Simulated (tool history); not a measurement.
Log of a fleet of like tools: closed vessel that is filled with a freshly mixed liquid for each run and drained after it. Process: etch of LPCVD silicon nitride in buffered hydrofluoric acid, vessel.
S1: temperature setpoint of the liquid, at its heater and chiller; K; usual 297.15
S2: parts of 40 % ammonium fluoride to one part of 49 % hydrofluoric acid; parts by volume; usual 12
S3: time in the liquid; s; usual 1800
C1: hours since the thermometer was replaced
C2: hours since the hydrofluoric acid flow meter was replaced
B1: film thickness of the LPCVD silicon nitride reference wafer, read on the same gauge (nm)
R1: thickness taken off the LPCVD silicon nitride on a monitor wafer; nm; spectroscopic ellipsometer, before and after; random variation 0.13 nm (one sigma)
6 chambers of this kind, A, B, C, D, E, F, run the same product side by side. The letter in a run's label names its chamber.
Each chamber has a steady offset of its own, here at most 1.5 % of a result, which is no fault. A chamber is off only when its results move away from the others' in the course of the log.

{"run": "1C", "hour": 10.2, "S1": 297.15, "S2": 12, "S3": 1800, "C1": 741.2, "C2": 290.6, "B1": 30.045, "R1": 21.037}
{"run": "2D", "hour": 23.3, "S1": 297.15, "S2": 12, "S3": 1800, "C1": 421.7, "C2": 631.9, "B1": 30.051, "R1": 20.959}
{"run": "3B", "hour": 34.8, "S1": 297.15, "S2": 12, "S3": 1800, "C1": 945.7, "C2": 46.9, "B1": 30.007, "R1": 20.646}
{"run": "4A", "hour": 47.2, "S1": 297.15, "S2": 12, "S3": 1800, "C1": 956.7, "C2": 590.4, "B1": 29.98, "R1": 20.739}
{"run": "5E", "hour": 55.0, "S1": 297.15, "S2": 12, "S3": 1800, "C1": 1161.4, "C2": 1286.5, "B1": 29.993, "R1": 20.862}
{"run": "6F", "hour": 63.8, "S1": 297.15, "S2": 12, "S3": 1800, "C1": 1866.4, "C2": 293.2, "B1": 29.973, "R1": 20.839}
{"run": "7D", "hour": 76.0, "S1": 293.65, "S2": 10, "S3": 1800, "C1": 474.4, "C2": 684.6, "B1": 30.004, "R1": 20.576}
{"run": "8A", "hour": 88.8, "S1": 293.65, "S2": 10, "S3": 1800, "C1": 998.3, "C2": 632, "B1": 29.991, "R1": 20.344}
{"run": "9B", "hour": 96.6, "S1": 293.65, "S2": 10, "S3": 1800, "C1": 1007.5, "C2": 108.7, "B1": 30.018, "R1": 20.684}
{"run": "10F", "hour": 104.6, "S1": 293.65, "S2": 10, "S3": 1800, "C1": 1907.2, "C2": 334, "B1": 29.975, "R1": 20.502}
{"run": "11E", "hour": 113.1, "S1": 293.65, "S2": 10, "S3": 1800, "C1": 1219.5, "C2": 1344.6, "B1": 30.001, "R1": 20.4}
{"run": "12C", "hour": 119.7, "S1": 293.65, "S2": 10, "S3": 1800, "C1": 850.7, "C2": 400.1, "B1": 30.028, "R1": 21.08}
{"run": "13F", "hour": 126.1, "S1": 300.65, "S2": 12, "S3": 1180, "C1": 1928.7, "C2": 355.5, "B1": 30.004, "R1": 16.609}
{"run": "14A", "hour": 136.3, "S1": 300.65, "S2": 12, "S3": 1180, "C1": 1045.8, "C2": 679.5, "B1": 29.994, "R1": 16.086}
{"run": "15E", "hour": 149.6, "S1": 300.65, "S2": 12, "S3": 1180, "C1": 1256, "C2": 1381.1, "B1": 29.996, "R1": 16.677}
{"run": "16B", "hour": 162.1, "S1": 300.65, "S2": 12, "S3": 1180, "C1": 1073, "C2": 174.2, "B1": 30.01, "R1": 16.386}
{"run": "17C", "hour": 173.7, "S1": 300.65, "S2": 12, "S3": 1180, "C1": 904.7, "C2": 454.1, "B1": 29.984, "R1": 16.657}
{"run": "18D", "hour": 182.2, "S1": 300.65, "S2": 12, "S3": 1180, "C1": 580.6, "C2": 790.8, "B1": 30.024, "R1": 16.475}
{"run": "19D", "hour": 193.4, "S1": 299.15, "S2": 12, "S3": 840, "C1": 591.8, "C2": 802, "B1": 29.992, "R1": 10.829}
{"run": "20A", "hour": 204.4, "S1": 299.15, "S2": 12, "S3": 840, "C1": 1113.9, "C2": 747.6, "B1": 30.008, "R1": 10.551}
{"run": "21C", "hour": 213.4, "S1": 299.15, "S2": 12, "S3": 840, "C1": 944.4, "C2": 493.8, "B1": 30.005, "R1": 11.014}
{"hour": 214.3, "done": "chamber D: hydrofluoric acid flow meter replaced"}
{"run": "22B", "hour": 220.4, "S1": 299.15, "S2": 12, "S3": 840, "C1": 1131.3, "C2": 232.5, "B1": 29.993, "R1": 10.952}
{"run": "23F", "hour": 230.8, "S1": 299.15, "S2": 12, "S3": 840, "C1": 2033.4, "C2": 460.2, "B1": 29.977, "R1": 10.634}
{"run": "24E", "hour": 243.6, "S1": 299.15, "S2": 12, "S3": 840, "C1": 1350, "C2": 1475.1, "B1": 30, "R1": 10.808}
{"run": "25F", "hour": 256.9, "S1": 297.15, "S2": 12, "S3": 1800, "C1": 2059.5, "C2": 486.3, "B1": 30.008, "R1": 20.728}
{"run": "26C", "hour": 262.6, "S1": 297.15, "S2": 12, "S3": 1800, "C1": 993.6, "C2": 543, "B1": 29.983, "R1": 21.123}
{"run": "27A", "hour": 273.7, "S1": 297.15, "S2": 12, "S3": 1800, "C1": 1183.2, "C2": 816.9, "B1": 29.993, "R1": 20.08}
{"run": "28B", "hour": 280.2, "S1": 297.15, "S2": 12, "S3": 1800, "C1": 1191.1, "C2": 292.3, "B1": 29.998, "R1": 20.887}
{"run": "29D", "hour": 292.6, "S1": 297.15, "S2": 12, "S3": 1800, "C1": 691, "C2": 78.3, "B1": 30.017, "R1": 20.917}
{"run": "30E", "hour": 299.8, "S1": 300.15, "S2": 12, "S3": 1800, "C1": 1406.2, "C2": 1531.3, "B1": 29.993, "R1": 24.594}
{"run": "31C", "hour": 312.8, "S1": 300.15, "S2": 12, "S3": 1800, "C1": 1043.8, "C2": 593.2, "B1": 30.02, "R1": 24.858}
{"run": "32B", "hour": 325.7, "S1": 300.15, "S2": 12, "S3": 1800, "C1": 1236.6, "C2": 337.8, "B1": 29.996, "R1": 24.488}
{"run": "33A", "hour": 337.3, "S1": 300.15, "S2": 12, "S3": 1800, "C1": 1246.8, "C2": 880.5, "B1": 29.988, "R1": 23.019}
{"run": "34D", "hour": 345.6, "S1": 300.15, "S2": 12, "S3": 1800, "C1": 744, "C2": 131.3, "B1": 29.94, "R1": 24.657}
{"run": "35F", "hour": 356.5, "S1": 300.15, "S2": 12, "S3": 1800, "C1": 2159.1, "C2": 585.9, "B1": 29.99, "R1": 24.338}
{"hour": 360.5, "done": "chamber A: thermometer replaced"}
{"run": "36E", "hour": 363.9, "S1": 295.15, "S2": 12, "S3": 995, "C1": 1470.3, "C2": 1595.4, "B1": 30.023, "R1": 10.412}
{"run": "37A", "hour": 373.5, "S1": 295.15, "S2": 12, "S3": 995, "C1": 13, "C2": 916.7, "B1": 30.02, "R1": 9.5116}
{"hour": 382.0, "done": "chamber E: hydrofluoric acid flow meter replaced"}
{"run": "38C", "hour": 384.5, "S1": 295.15, "S2": 12, "S3": 995, "C1": 1115.5, "C2": 664.9, "B1": 29.978, "R1": 10.525}
{"run": "39E", "hour": 390.8, "S1": 295.15, "S2": 12, "S3": 995, "C1": 1497.2, "C2": 8.9, "B1": 29.989, "R1": 10.245}
{"run": "40F", "hour": 401.7, "S1": 295.15, "S2": 12, "S3": 995, "C1": 2204.3, "C2": 631.1, "B1": 29.942, "R1": 10.329}

Next, every chamber runs the same settings. What will each give?
{"run": "41A", "hour": 411.2, "S1": 297.15, "S2": 12, "S3": 1025, "R1": "?"}
{"run": "41B", "hour": 411.2, "S1": 297.15, "S2": 12, "S3": 1025, "R1": "?"}
{"run": "41C", "hour": 411.2, "S1": 297.15, "S2": 12, "S3": 1025, "R1": "?"}
{"run": "41D", "hour": 411.2, "S1": 297.15, "S2": 12, "S3": 1025, "R1": "?"}
{"run": "41E", "hour": 411.2, "S1": 297.15, "S2": 12, "S3": 1025, "R1": "?"}
{"run": "41F", "hour": 411.2, "S1": 297.15, "S2": 12, "S3": 1025, "R1": "?"}

run=41A R1=10.678
run=41B R1=11.965
run=41C R1=11.857
run=41D R1=11.82
run=41E R1=11.915
run=41F R1=11.845

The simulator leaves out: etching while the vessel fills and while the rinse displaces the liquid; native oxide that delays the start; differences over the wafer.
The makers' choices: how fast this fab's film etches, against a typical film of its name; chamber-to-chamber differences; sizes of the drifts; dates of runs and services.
